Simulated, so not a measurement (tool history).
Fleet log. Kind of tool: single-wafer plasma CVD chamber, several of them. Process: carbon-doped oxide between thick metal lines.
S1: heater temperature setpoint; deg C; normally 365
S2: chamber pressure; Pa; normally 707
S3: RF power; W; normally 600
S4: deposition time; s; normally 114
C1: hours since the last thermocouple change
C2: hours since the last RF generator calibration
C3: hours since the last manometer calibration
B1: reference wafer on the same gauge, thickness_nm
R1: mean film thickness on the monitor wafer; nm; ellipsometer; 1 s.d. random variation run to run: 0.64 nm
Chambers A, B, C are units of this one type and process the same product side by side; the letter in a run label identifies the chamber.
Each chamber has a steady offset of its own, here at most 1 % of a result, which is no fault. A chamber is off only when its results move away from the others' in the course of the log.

run,hour,S1,S2,S3,S4,C1,C2,C3,B1,R1
1B,8.8,365,707,600,114,1148,404.7,157.1,672.13,623.57
2C,17,365,707,600,114,1402.6,2037.3,2221.6,672.2,625.61
3A,28.5,365,707,600,114,840.8,602.5,353.5,672.35,625.09
4B,38.4,365,707,600,114,1177.6,434.3,186.7,672.43,623.29
5A,44.9,365,707,600,114,857.2,618.9,369.9,672.57,624.84
6C,54.2,351,707,600,131,1439.8,2074.5,2258.8,672.65,743.82
7B,62.9,351,707,600,131,1202.1,458.8,211.2,672.69,740.94
8A,74.6,351,707,600,131,886.9,648.6,399.6,673.09,742.25
9C,80.7,365,707,600,114,1466.3,2101,2285.3,672.94,626.82
10A,92.3,365,707,600,114,904.6,666.3,417.3,673,625.8
11C,102.4,365,707,600,114,1488,2122.7,2307,673.22,627.41
12B,110.7,378,707,600,114,1249.9,506.6,259,673.08,607.25
13A,119.4,378,707,600,114,931.7,693.4,444.4,673.14,609.54
14B,125.4,378,707,600,114,1264.6,521.3,273.7,673.62,606.98
15C,132.3,365,707,600,114,1517.9,2152.6,2336.9,673.4,625.75
16B,142.2,365,707,600,114,1281.4,538.1,290.5,673.6,622.85
17A,153.3,365,707,600,114,965.6,727.3,478.3,673.68,626.12
18C,161.1,365,707,600,114,1546.7,2181.4,2365.7,673.74,626.39
19A,167.4,365,707,600,114,979.7,741.4,492.4,673.73,626.47
20C,173.4,365,857,600,114,1559,2193.7,2378,674.03,642.91
21B,179.3,365,857,600,114,1318.5,575.2,327.6,674.03,639.49
22A,185.5,365,857,600,114,997.8,759.5,510.5,674.02,642.92
23C,193.6,365,707,600,114,1579.2,2213.9,2398.2,674.19,627.42
24B,200.5,365,707,600,114,1339.7,596.4,348.8,674.23,624.91
25C,211.1,365,707,600,114,1596.7,2231.4,2415.7,674.14,627.9
26B,216.5,365,707,600,114,1355.7,612.4,364.8,674.38,625.26
27A,224.3,365,707,600,114,1036.6,798.3,549.3,674.53,626.7
# hour 232.7: chamber C: RF generator calibrated
28B,233.9,365,707,600,114,1373.1,629.8,382.2,674.47,626.47
29A,241.7,365,707,600,114,1054,815.7,566.7,674.74,626.66
30C,247,365,707,600,114,1632.6,14.3,2451.6,674.77,628.96

Predict what each chamber gives when all 3 of them run the settings below next.
31A,255.6,365,707,600,114,,,,,?
31B,255.6,365,707,600,114,,,,,?
31C,255.6,365,707,600,114,,,,,?

run,R1
31A,627.84
31B,626.26
31C,627.68
